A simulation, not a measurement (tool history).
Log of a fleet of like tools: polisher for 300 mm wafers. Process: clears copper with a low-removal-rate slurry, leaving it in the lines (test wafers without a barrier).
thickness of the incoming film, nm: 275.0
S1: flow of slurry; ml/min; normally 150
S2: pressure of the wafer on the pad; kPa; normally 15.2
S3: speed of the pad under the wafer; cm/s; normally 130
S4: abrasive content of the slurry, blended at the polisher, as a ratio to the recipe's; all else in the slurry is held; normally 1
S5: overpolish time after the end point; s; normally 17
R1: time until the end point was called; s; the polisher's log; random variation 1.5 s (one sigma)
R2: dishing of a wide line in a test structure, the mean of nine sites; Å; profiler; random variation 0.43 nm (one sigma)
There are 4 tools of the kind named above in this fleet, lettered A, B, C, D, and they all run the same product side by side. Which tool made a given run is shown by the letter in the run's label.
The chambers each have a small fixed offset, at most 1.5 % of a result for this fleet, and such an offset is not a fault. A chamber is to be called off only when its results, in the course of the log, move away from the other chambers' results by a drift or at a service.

run,hour,S1,S2,S3,S4,S5,R1,R2
# hour 1.2: chamber B: worn pad replaced by a new one
1A,6.7,150,15.2,130,1,17,85.097,363.72
2D,13.5,150,15.2,130,1,17,86.292,361.16
# hour 13.7: chamber D: worn pad replaced by a new one
3C,22.8,150,15.2,130,1,17,85.228,357.32
4B,27.5,150,15.2,130,1,17,81.807,360.48
5D,38.4,150,15.2,130,1,26,83.810,504.37
6B,43.6,150,15.2,130,1,26,84.556,507.08
# hour 45.0: chamber A: slurry blender recalibrated
# hour 49.7: chamber C: worn pad replaced by a new one
7A,54.0,150,15.2,130,1,26,85.976,516.19
8C,60.6,150,15.2,130,1,26,83.951,509.51
9B,69.5,150,15.2,130,1,17,84.971,360.19
# hour 71.3: chamber A: worn pad replaced by a new one
10A,75.2,150,15.2,130,1,17,86.369,369.73
# hour 84.6: chamber A: head pressure recalibrated
11C,84.9,150,15.2,130,1,17,86.255,363.44
12D,90.8,150,15.2,116,1,17,95.348,329.80
13D,98.3,150,15.2,116,1,17,93.717,327.95
14A,109.2,150,15.2,116,1,17,92.483,332.30
15C,117.5,150,15.2,116,1,17,94.137,333.84
# hour 118.5: chamber C: worn pad replaced by a new one
16B,124.8,150,15.2,130,1,17,83.126,357.71
17D,130.9,150,15.2,130,1,17,86.469,371.12
18C,140.7,150,15.2,130,1,17,85.880,370.00
19B,149.7,150,15.2,130,1,17,84.703,361.39
# hour 158.9: chamber C: slurry blender recalibrated
20A,160.6,150,15.2,130,1,17,84.906,362.20
# hour 163.6: chamber D: worn pad replaced by a new one
# hour 166.9: chamber D: slurry blender recalibrated
21C,168.6,150,15.2,130,1,17,85.327,370.52
# hour 169.3: chamber A: worn pad replaced by a new one
# hour 175.1: chamber A: slurry blender recalibrated
22D,175.3,180,17.2,130,1,17,73.526,422.05
23B,183.6,180,17.2,130,1,17,73.139,411.67
24A,190.0,180,17.2,130,1,17,72.938,426.20
25D,196.3,180,17.2,130,1,17,71.134,421.82
# hour 202.2: chamber C: worn pad replaced by a new one
26A,205.5,150,15.2,130,1,17,85.937,368.71
# hour 206.3: chamber B: worn pad replaced by a new one
27B,216.1,150,15.2,130,1,17,86.349,358.99
# hour 219.5: chamber D: slurry nozzle cleaned
28C,226.1,150,15.2,130,1,17,86.347,373.17
# hour 232.4: chamber B: slurry nozzle cleaned
29D,235.3,150,15.2,130,1,17,83.261,369.64
30B,245.5,180,13.1,130,1,17,95.688,324.61
# hour 250.1: chamber B: slurry blender recalibrated
31A,252.8,180,13.1,130,1,17,96.117,326.81
32C,257.6,180,13.1,130,1,17,95.135,325.61
# hour 259.9: chamber A: worn pad replaced by a new one
33D,262.8,180,13.1,130,1,17,94.871,327.81
34C,273.5,150,15.2,130,1,17,84.844,364.94
# hour 275.3: chamber C: worn pad replaced by a new one
35A,278.6,150,15.2,130,1,17,86.061,361.60
36B,283.6,150,15.2,130,1,17,84.587,367.66
37C,290.1,150,15.2,130,1,17,83.915,358.30

One chamber off, gauge drift, or nothing amiss beyond the chambers' own small offsets? If it is a chamber, which one, and what is the likeliest cause?

No chamber is off and the gauge is stable; the differences are just each chamber's small, constant offset.

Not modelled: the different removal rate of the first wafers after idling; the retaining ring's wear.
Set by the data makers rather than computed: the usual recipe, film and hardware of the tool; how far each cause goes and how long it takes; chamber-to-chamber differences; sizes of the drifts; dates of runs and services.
